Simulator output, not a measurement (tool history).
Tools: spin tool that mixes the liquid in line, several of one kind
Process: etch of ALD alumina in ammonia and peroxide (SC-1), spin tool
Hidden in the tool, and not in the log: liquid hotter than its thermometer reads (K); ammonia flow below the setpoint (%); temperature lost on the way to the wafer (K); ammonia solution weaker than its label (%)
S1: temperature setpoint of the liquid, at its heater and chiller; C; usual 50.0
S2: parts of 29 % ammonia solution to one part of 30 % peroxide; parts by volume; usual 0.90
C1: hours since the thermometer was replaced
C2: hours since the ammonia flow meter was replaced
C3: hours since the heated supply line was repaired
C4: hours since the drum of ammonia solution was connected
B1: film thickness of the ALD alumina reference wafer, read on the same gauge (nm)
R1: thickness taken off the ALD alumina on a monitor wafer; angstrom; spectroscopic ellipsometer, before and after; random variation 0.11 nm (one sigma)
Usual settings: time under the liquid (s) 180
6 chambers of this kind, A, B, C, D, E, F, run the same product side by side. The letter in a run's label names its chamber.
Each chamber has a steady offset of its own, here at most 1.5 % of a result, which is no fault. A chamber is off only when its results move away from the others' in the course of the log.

run 1F day=0.350 | S1=50.0 S2=0.90 time_under_the_liquid_(s)=180 | C1=20.7 C2=436.9 C3=2279.3 C4=456.9 | B1=50.021 | R1=118.990
run 2A day=0.667 | S1=50.0 S2=0.90 time_under_the_liquid_(s)=180 | C1=1145.1 C2=1042.2 C3=739.6 C4=855.9 | B1=49.986 | R1=118.630
run 3D day=0.929 | S1=50.0 S2=0.90 time_under_the_liquid_(s)=180 | C1=351.2 C2=480.7 C3=1157.7 C4=25.6 | B1=49.989 | R1=119.330
run 4B day=1.233 | S1=50.0 S2=0.90 time_under_the_liquid_(s)=180 | C1=558.6 C2=196.8 C3=423.7 C4=57.6 | B1=50.010 | R1=121.630
run 5C day=1.512 | S1=41.5 S2=0.55 time_under_the_liquid_(s)=180 | C1=460.1 C2=1256.7 C3=1097.1 C4=427.9 | B1=50.012 | R1=69.783
run 6E day=1.833 | S1=41.5 S2=0.55 time_under_the_liquid_(s)=180 | C1=565.0 C2=1287.1 C3=738.8 C4=46.1 | B1=50.007 | R1=67.053
run 7D day=2.004 | S1=41.5 S2=0.55 time_under_the_liquid_(s)=180 | C1=377.0 C2=506.5 C3=1183.5 C4=51.4 | B1=49.993 | R1=70.445
run 8C day=2.208 | S1=41.5 S2=0.55 time_under_the_liquid_(s)=180 | C1=476.8 C2=1273.4 C3=1113.8 C4=444.6 | B1=49.960 | R1=70.734
-- day=2.321 chamber C: new drum of ammonia solution connected
-- day=2.383 chamber E: ammonia flow meter replaced
run 9A day=2.529 | S1=41.5 S2=0.55 time_under_the_liquid_(s)=180 | C1=1189.8 C2=1086.9 C3=784.3 C4=900.6 | B1=49.965 | R1=70.860
run 10B day=2.738 | S1=41.5 S2=0.55 time_under_the_liquid_(s)=180 | C1=594.7 C2=232.9 C3=459.8 C4=93.7 | B1=50.014 | R1=69.886
run 11F day=3.025 | S1=50.0 S2=0.90 time_under_the_liquid_(s)=180 | C1=84.9 C2=501.1 C3=2343.5 C4=521.1 | B1=50.013 | R1=117.590
run 12E day=3.204 | S1=50.0 S2=0.90 time_under_the_liquid_(s)=180 | C1=597.9 C2=19.8 C3=771.7 C4=79.0 | B1=49.996 | R1=116.920
run 13F day=3.450 | S1=50.0 S2=0.65 time_under_the_liquid_(s)=80 | C1=95.1 C2=511.3 C3=2353.7 C4=531.3 | B1=49.991 | R1=50.675
run 14A day=3.788 | S1=50.0 S2=0.65 time_under_the_liquid_(s)=80 | C1=1220.0 C2=1117.1 C3=814.5 C4=930.8 | B1=49.992 | R1=51.292
run 15D day=4.038 | S1=50.0 S2=0.65 time_under_the_liquid_(s)=80 | C1=425.8 C2=555.3 C3=1232.3 C4=100.2 | B1=49.989 | R1=51.714
run 16B day=4.338 | S1=50.0 S2=0.65 time_under_the_liquid_(s)=80 | C1=633.1 C2=271.3 C3=498.2 C4=132.1 | B1=49.996 | R1=50.565
-- day=4.371 chamber A: new drum of ammonia solution connected
run 17E day=4.579 | S1=50.0 S2=0.65 time_under_the_liquid_(s)=80 | C1=630.9 C2=52.8 C3=804.7 C4=112.0 | B1=50.011 | R1=50.355
run 18C day=4.825 | S1=50.0 S2=0.65 time_under_the_liquid_(s)=80 | C1=539.6 C2=1336.2 C3=1176.6 C4=60.1 | B1=49.986 | R1=53.859
run 19A day=5.000 | S1=50.0 S2=0.90 time_under_the_liquid_(s)=180 | C1=1249.1 C2=1146.2 C3=843.6 C4=15.2 | B1=50.014 | R1=118.210
run 20E day=5.254 | S1=50.0 S2=0.90 time_under_the_liquid_(s)=180 | C1=647.1 C2=69.0 C3=820.9 C4=128.2 | B1=50.002 | R1=117.370
run 21F day=5.483 | S1=50.0 S2=1.20 time_under_the_liquid_(s)=180 | C1=143.9 C2=560.1 C3=2402.5 C4=580.1 | B1=50.003 | R1=120.210
run 22B day=5.738 | S1=50.0 S2=1.20 time_under_the_liquid_(s)=180 | C1=666.7 C2=304.9 C3=531.8 C4=165.7 | B1=49.969 | R1=122.000
run 23C day=5.996 | S1=50.0 S2=1.20 time_under_the_liquid_(s)=180 | C1=567.7 C2=1364.3 C3=1204.7 C4=88.2 | B1=49.985 | R1=127.700
run 24D day=6.288 | S1=50.0 S2=1.20 time_under_the_liquid_(s)=180 | C1=479.8 C2=609.3 C3=1286.3 C4=154.2 | B1=50.022 | R1=123.670
run 25C day=6.567 | S1=50.0 S2=1.20 time_under_the_liquid_(s)=180 | C1=581.4 C2=1378.0 C3=1218.4 C4=101.9 | B1=50.004 | R1=128.690
run 26A day=6.721 | S1=50.0 S2=1.20 time_under_the_liquid_(s)=180 | C1=1290.4 C2=1187.5 C3=884.9 C4=56.5 | B1=50.010 | R1=122.840
run 27E day=6.958 | S1=45.5 S2=0.90 time_under_the_liquid_(s)=225 | C1=688.0 C2=109.9 C3=861.8 C4=169.1 | B1=50.008 | R1=113.840
run 28D day=7.212 | S1=45.5 S2=0.90 time_under_the_liquid_(s)=225 | C1=502.0 C2=631.5 C3=1308.5 C4=176.4 | B1=49.984 | R1=115.370
run 29F day=7.446 | S1=45.5 S2=0.90 time_under_the_liquid_(s)=225 | C1=191.0 C2=607.2 C3=2449.6 C4=627.2 | B1=50.020 | R1=115.320
run 30B day=7.729 | S1=45.5 S2=0.90 time_under_the_liquid_(s)=225 | C1=714.5 C2=352.7 C3=579.6 C4=213.5 | B1=49.998 | R1=116.320
run 31D day=7.892 | S1=45.5 S2=0.90 time_under_the_liquid_(s)=225 | C1=518.3 C2=647.8 C3=1324.8 C4=192.7 | B1=50.010 | R1=117.260
run 32E day=8.192 | S1=45.5 S2=0.90 time_under_the_liquid_(s)=225 | C1=717.6 C2=139.5 C3=891.4 C4=198.7 | B1=50.036 | R1=114.530
run 33A day=8.388 | S1=50.0 S2=0.90 time_under_the_liquid_(s)=180 | C1=1330.4 C2=1227.5 C3=924.9 C4=96.5 | B1=50.029 | R1=120.030
-- day=8.612 chamber F: ammonia flow meter replaced
run 34C day=8.708 | S1=50.0 S2=0.90 time_under_the_liquid_(s)=180 | C1=632.8 C2=1429.4 C3=1269.8 C4=153.3 | B1=49.985 | R1=127.150
run 35B day=8.992 | S1=43.5 S2=0.90 time_under_the_liquid_(s)=230 | C1=744.8 C2=383.0 C3=609.9 C4=243.8 | B1=50.006 | R1=105.750
run 36F day=9.183 | S1=43.5 S2=0.90 time_under_the_liquid_(s)=230 | C1=232.7 C2=13.8 C3=2491.3 C4=668.9 | B1=49.995 | R1=104.660
run 37E day=9.425 | S1=43.5 S2=0.90 time_under_the_liquid_(s)=230 | C1=747.2 C2=169.1 C3=921.0 C4=228.3 | B1=49.974 | R1=102.780

What goes on in this fleet: one chamber off, a drifting gauge, or nothing beyond the chambers' own small offsets? Name the chamber and the cause, if any.

Chamber C drifts away from the others.
Cause: liquid hotter than its thermometer reads (K) = 1.77.

Here are 4 candidates for chamber C's next run, each the usual settings with a change, their results left as question marks. Which one brings its results back in line with what the others give on the usual settings?
In line means no further than this from the other chambers' mean on the usual settings: R1 3.900 angstrom
run 38C-1 day=9.675 | S1=50.0 S2=0.90 time_under_the_liquid_(s)=165 | R1=?
run 38C-2 day=9.675 | S1=50.5 S2=0.90 time_under_the_liquid_(s)=190 | R1=?
run 38C-3 day=9.675 | S1=49.5 S2=0.90 time_under_the_liquid_(s)=180 | R1=?
run 38C-4 day=9.675 | S1=50.0 S2=0.90 time_under_the_liquid_(s)=185 | R1=?

The other chambers' mean on the usual settings: R1 118.450 angstrom
run=38C-1 R1=118.140
run=38C-2 R1=139.710
run=38C-3 R1=125.420
run=38C-4 R1=132.460
38C-1 brings the chamber back in line.

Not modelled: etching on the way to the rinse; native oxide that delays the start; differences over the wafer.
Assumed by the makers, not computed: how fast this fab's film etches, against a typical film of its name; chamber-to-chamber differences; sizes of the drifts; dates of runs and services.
